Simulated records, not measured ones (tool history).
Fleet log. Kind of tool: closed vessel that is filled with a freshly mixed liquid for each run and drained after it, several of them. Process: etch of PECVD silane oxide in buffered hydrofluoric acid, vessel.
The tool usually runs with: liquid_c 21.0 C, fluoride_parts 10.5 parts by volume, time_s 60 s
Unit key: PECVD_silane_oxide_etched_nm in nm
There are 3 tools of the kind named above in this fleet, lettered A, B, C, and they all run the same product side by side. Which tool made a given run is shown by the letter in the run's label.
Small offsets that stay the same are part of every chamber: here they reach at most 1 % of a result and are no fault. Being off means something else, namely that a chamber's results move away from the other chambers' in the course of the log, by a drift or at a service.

run,hour,liquid_c,fluoride_parts,time_s,"read-back film thickness of the PECVD silane oxide reference wafer, read on the same gauge (nm)",PECVD_silane_oxide_etched_nm
1B,7.0,21.0,10.5,60,140.00,109.360
2C,11.7,21.0,10.5,60,140.02,108.070
3A,16.6,21.0,10.5,60,140.04,109.160
4A,26.5,21.0,10.5,60,139.98,108.460
5B,32.3,21.0,10.5,60,140.00,109.660
6C,38.0,21.0,10.5,60,139.99,107.950
7A,47.5,21.0,10.5,60,140.01,108.300
8B,52.2,21.0,10.5,60,139.97,108.100
9C,58.2,21.0,10.5,60,139.99,109.330
10C,63.3,21.0,10.5,60,139.97,107.180
11B,72.2,21.0,10.5,60,140.03,108.900
12A,82.1,23.5,10.5,75,140.05,157.190
13A,88.4,23.5,10.5,75,140.06,156.440
14B,96.1,23.5,10.5,75,140.00,156.280
15C,105.2,21.0,10.5,60,140.01,109.220
16A,113.4,21.0,10.5,60,140.01,109.860
17B,120.0,21.0,10.5,60,140.00,109.550
18C,126.1,21.0,10.5,60,139.98,109.090
19C,136.9,17.0,14.5,60,140.05,64.788
20B,147.3,17.0,14.5,60,139.97,64.604
21A,157.5,17.0,14.5,60,140.00,62.588
22C,162.7,17.5,8.5,60,139.95,109.900
23A,169.5,17.5,8.5,60,140.02,108.590
# hour 174.9: chamber A: thermometer replaced
24B,176.9,17.5,8.5,60,140.05,107.580
25A,182.4,21.0,10.5,60,140.02,107.440
26C,188.9,21.0,7.0,60,140.01,167.100
27B,198.2,21.0,7.0,60,140.02,159.050
28C,208.5,21.0,7.0,60,139.97,168.940
29A,214.9,21.0,10.5,60,139.98,106.490
30B,220.2,21.0,10.5,60,140.01,108.360
31A,226.1,21.0,10.5,60,139.99,107.360
32C,232.9,21.0,10.5,60,139.99,117.300
33B,238.6,21.0,10.5,60,140.01,109.360
34B,244.9,21.0,10.5,60,139.99,110.510
35C,250.1,21.0,10.5,60,139.98,119.800
36A,255.1,21.0,13.5,85,140.04,120.110
37A,262.7,21.0,13.5,85,140.00,120.490
38B,268.1,21.0,13.5,85,139.97,120.820
39C,276.6,21.0,10.5,60,140.00,118.720
40C,285.6,21.0,10.5,60,140.01,122.750

What goes on in this fleet: one chamber off, a drifting gauge, or nothing beyond the chambers' own small offsets? Name the chamber and the cause, if any.

One chamber, C, drifts off from the rest bit by bit.
Likeliest cause: liquid hotter than its thermometer reads (K) = 2.15.

Here are 4 candidates for chamber C's next run, each the usual settings with a change, their results left as question marks. Which one brings its results back in line with what the others give on the usual settings?
Maximum distance from the other chambers' mean on the usual settings for a result to count as in line: PECVD_silane_oxide_etched_nm 3.300 nm
41C-1,293.4,23.0,10.5,60,,?
41C-2,293.4,19.0,10.5,60,,?
41C-3,293.4,20.0,10.5,60,,?
41C-4,293.4,22.0,10.5,60,,?

Other chambers, usual settings, mean: PECVD_silane_oxide_etched_nm 109.170 nm
run,PECVD_silane_oxide_etched_nm
41C-1,136.060
41C-2,108.900
41C-3,115.230
41C-4,128.800
41C-2 brings the chamber back in line.

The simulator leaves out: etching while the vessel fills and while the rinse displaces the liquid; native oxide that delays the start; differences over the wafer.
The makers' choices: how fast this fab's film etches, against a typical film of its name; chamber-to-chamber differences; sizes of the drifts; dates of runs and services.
